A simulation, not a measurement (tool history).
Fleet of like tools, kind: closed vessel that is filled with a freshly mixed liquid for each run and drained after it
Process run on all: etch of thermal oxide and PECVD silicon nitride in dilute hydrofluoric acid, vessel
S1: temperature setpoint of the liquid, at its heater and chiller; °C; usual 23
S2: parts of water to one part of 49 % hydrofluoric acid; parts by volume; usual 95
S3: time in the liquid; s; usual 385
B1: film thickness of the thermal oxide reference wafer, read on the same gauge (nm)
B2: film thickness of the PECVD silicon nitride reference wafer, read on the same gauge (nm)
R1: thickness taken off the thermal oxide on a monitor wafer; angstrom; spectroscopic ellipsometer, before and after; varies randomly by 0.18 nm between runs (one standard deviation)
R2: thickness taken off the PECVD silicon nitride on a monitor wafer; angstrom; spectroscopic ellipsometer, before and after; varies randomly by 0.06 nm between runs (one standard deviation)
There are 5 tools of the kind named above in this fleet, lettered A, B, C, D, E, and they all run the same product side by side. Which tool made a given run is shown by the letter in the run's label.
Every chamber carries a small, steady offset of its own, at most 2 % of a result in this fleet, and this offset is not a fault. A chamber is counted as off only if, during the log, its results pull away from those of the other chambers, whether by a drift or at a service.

{"run": "1B", "hour": 9.8, "S1": 23, "S2": 95, "S3": 385, "B1": 140.03, "B2": 99.977, "R1": 188.09, "R2": 78.286}
{"run": "2E", "hour": 21.7, "S1": 23, "S2": 95, "S3": 385, "B1": 139.99, "B2": 99.999, "R1": 191.09, "R2": 78.181}
{"run": "3D", "hour": 35.3, "S1": 23, "S2": 95, "S3": 385, "B1": 140.02, "B2": 99.989, "R1": 189.19, "R2": 76.291}
{"run": "4A", "hour": 45.1, "S1": 23, "S2": 95, "S3": 385, "B1": 140.01, "B2": 99.998, "R1": 192.85, "R2": 78.369}
{"hour": 48.8, "done": "chamber D: thermometer replaced"}
{"run": "5C", "hour": 52.4, "S1": 23, "S2": 95, "S3": 385, "B1": 140.02, "B2": 100.01, "R1": 190.19, "R2": 77.89}
{"run": "6C", "hour": 61.1, "S1": 23, "S2": 95, "S3": 385, "B1": 140, "B2": 100.01, "R1": 192.82, "R2": 77.705}
{"run": "7A", "hour": 69.0, "S1": 23, "S2": 95, "S3": 385, "B1": 140, "B2": 99.995, "R1": 189.83, "R2": 77.813}
{"run": "8E", "hour": 82.5, "S1": 23, "S2": 95, "S3": 385, "B1": 140, "B2": 99.992, "R1": 189.81, "R2": 78.103}
{"run": "9D", "hour": 91.0, "S1": 23, "S2": 95, "S3": 385, "B1": 139.99, "B2": 99.999, "R1": 190.53, "R2": 76.296}
{"run": "10B", "hour": 97.7, "S1": 23, "S2": 95, "S3": 185, "B1": 140.04, "B2": 99.994, "R1": 88.393, "R2": 36.411}
{"run": "11A", "hour": 104.0, "S1": 23, "S2": 95, "S3": 185, "B1": 140, "B2": 100.01, "R1": 92.357, "R2": 37.269}
{"run": "12B", "hour": 113.3, "S1": 23, "S2": 95, "S3": 185, "B1": 140.02, "B2": 100.01, "R1": 88.734, "R2": 36.18}
{"run": "13C", "hour": 126.3, "S1": 23, "S2": 95, "S3": 185, "B1": 139.98, "B2": 100.01, "R1": 91.887, "R2": 37.586}
{"hour": 128.0, "done": "chamber D: hydrofluoric acid flow meter replaced"}
{"run": "14D", "hour": 134.4, "S1": 23, "S2": 95, "S3": 185, "B1": 139.98, "B2": 100.02, "R1": 92.035, "R2": 37.252}
{"run": "15E", "hour": 141.8, "S1": 23, "S2": 95, "S3": 385, "B1": 139.98, "B2": 99.997, "R1": 190.78, "R2": 77.262}
{"run": "16E", "hour": 155.1, "S1": 23, "S2": 95, "S3": 385, "B1": 140, "B2": 100.02, "R1": 188.24, "R2": 78.641}
{"run": "17A", "hour": 163.7, "S1": 23, "S2": 95, "S3": 385, "B1": 140.06, "B2": 100.01, "R1": 190.43, "R2": 79.17}
{"run": "18D", "hour": 175.1, "S1": 23, "S2": 130, "S3": 385, "B1": 140.02, "B2": 99.986, "R1": 135.29, "R2": 56.71}
{"run": "19B", "hour": 185.2, "S1": 23, "S2": 130, "S3": 385, "B1": 140, "B2": 100.01, "R1": 125.97, "R2": 53.495}
{"run": "20C", "hour": 192.0, "S1": 23, "S2": 130, "S3": 385, "B1": 140.03, "B2": 99.991, "R1": 133.15, "R2": 57.924}
{"run": "21E", "hour": 199.2, "S1": 23, "S2": 130, "S3": 385, "B1": 139.97, "B2": 100.01, "R1": 133.63, "R2": 57.509}
{"hour": 205.5, "done": "chamber B: hydrofluoric acid flow meter replaced"}
{"run": "22D", "hour": 210.2, "S1": 23, "S2": 130, "S3": 385, "B1": 140, "B2": 100.03, "R1": 135.12, "R2": 57.277}
{"run": "23C", "hour": 220.4, "S1": 23, "S2": 95, "S3": 385, "B1": 139.97, "B2": 99.998, "R1": 190.33, "R2": 77.387}
{"run": "24A", "hour": 232.1, "S1": 23, "S2": 95, "S3": 385, "B1": 139.96, "B2": 99.994, "R1": 191.05, "R2": 78.814}
{"hour": 238.1, "done": "chamber A: hydrofluoric acid flow meter replaced"}
{"run": "25B", "hour": 240.2, "S1": 23, "S2": 95, "S3": 385, "B1": 139.96, "B2": 100, "R1": 179.35, "R2": 71.948}
{"run": "26D", "hour": 246.7, "S1": 23, "S2": 95, "S3": 385, "B1": 140.03, "B2": 100, "R1": 190.31, "R2": 77.415}
{"run": "27B", "hour": 254.9, "S1": 23, "S2": 95, "S3": 385, "B1": 139.99, "B2": 100, "R1": 177.78, "R2": 70.822}
{"run": "28E", "hour": 268.3, "S1": 23, "S2": 95, "S3": 385, "B1": 139.99, "B2": 99.993, "R1": 189.77, "R2": 78.097}
{"run": "29C", "hour": 275.9, "S1": 23, "S2": 95, "S3": 385, "B1": 139.97, "B2": 100.01, "R1": 192.83, "R2": 78.106}
{"hour": 284.0, "done": "chamber E: hydrofluoric acid flow meter replaced"}
{"run": "30A", "hour": 285.7, "S1": 23, "S2": 95, "S3": 385, "B1": 140.02, "B2": 100.01, "R1": 191.79, "R2": 78.091}
{"run": "31B", "hour": 296.2, "S1": 23, "S2": 95, "S3": 385, "B1": 139.96, "B2": 99.994, "R1": 177.42, "R2": 70.777}
{"run": "32C", "hour": 309.4, "S1": 24.5, "S2": 115, "S3": 385, "B1": 140, "B2": 99.987, "R1": 166.82, "R2": 71.481}
{"run": "33D", "hour": 316.3, "S1": 24.5, "S2": 115, "S3": 385, "B1": 139.99, "B2": 99.991, "R1": 162.96, "R2": 70.841}
{"hour": 321.6, "done": "chamber C: thermometer replaced"}
{"run": "34A", "hour": 327.7, "S1": 24.5, "S2": 115, "S3": 385, "B1": 139.98, "B2": 99.987, "R1": 162.56, "R2": 71.672}
{"run": "35E", "hour": 336.9, "S1": 24.5, "S2": 115, "S3": 385, "B1": 140.03, "B2": 99.998, "R1": 161.2, "R2": 71.23}
{"run": "36D", "hour": 347.7, "S1": 24.5, "S2": 115, "S3": 385, "B1": 140.03, "B2": 100.02, "R1": 164.88, "R2": 71.345}
{"run": "37E", "hour": 359.6, "S1": 23, "S2": 95, "S3": 385, "B1": 140.01, "B2": 100, "R1": 187.88, "R2": 78.454}
{"run": "38B", "hour": 369.9, "S1": 19, "S2": 95, "S3": 385, "B1": 140.01, "B2": 99.994, "R1": 149.53, "R2": 51.08}
{"run": "39A", "hour": 381.4, "S1": 19, "S2": 95, "S3": 385, "B1": 139.98, "B2": 99.994, "R1": 162.57, "R2": 59.833}
{"run": "40C", "hour": 388.7, "S1": 19, "S2": 95, "S3": 385, "B1": 140, "B2": 99.979, "R1": 162.7, "R2": 59.624}
{"run": "41E", "hour": 394.7, "S1": 19, "S2": 95, "S3": 385, "B1": 140.02, "B2": 100.01, "R1": 161.89, "R2": 59.924}
{"run": "42B", "hour": 401.5, "S1": 19, "S2": 95, "S3": 385, "B1": 140.01, "B2": 99.995, "R1": 143.18, "R2": 51.026}
{"run": "43C", "hour": 411.8, "S1": 20, "S2": 65, "S3": 385, "B1": 140.01, "B2": 99.996, "R1": 260.56, "R2": 92.594}

All chambers now run identical settings, listed one chamber a line with results as question marks. What results will each chamber show?
{"run": "44A", "hour": 421.7, "S1": 23, "S2": 95, "S3": 535, "R1": "?", "R2": "?"}
{"run": "44B", "hour": 421.7, "S1": 23, "S2": 95, "S3": 535, "R1": "?", "R2": "?"}
{"run": "44C", "hour": 421.7, "S1": 23, "S2": 95, "S3": 535, "R1": "?", "R2": "?"}
{"run": "44D", "hour": 421.7, "S1": 23, "S2": 95, "S3": 535, "R1": "?", "R2": "?"}
{"run": "44E", "hour": 421.7, "S1": 23, "S2": 95, "S3": 535, "R1": "?", "R2": "?"}

run=44A R1=266.86 R2=107.4
run=44B R1=240.08 R2=92.281
run=44C R1=265.86 R2=108.93
run=44D R1=267.8 R2=107.92
run=44E R1=264.1 R2=108.18
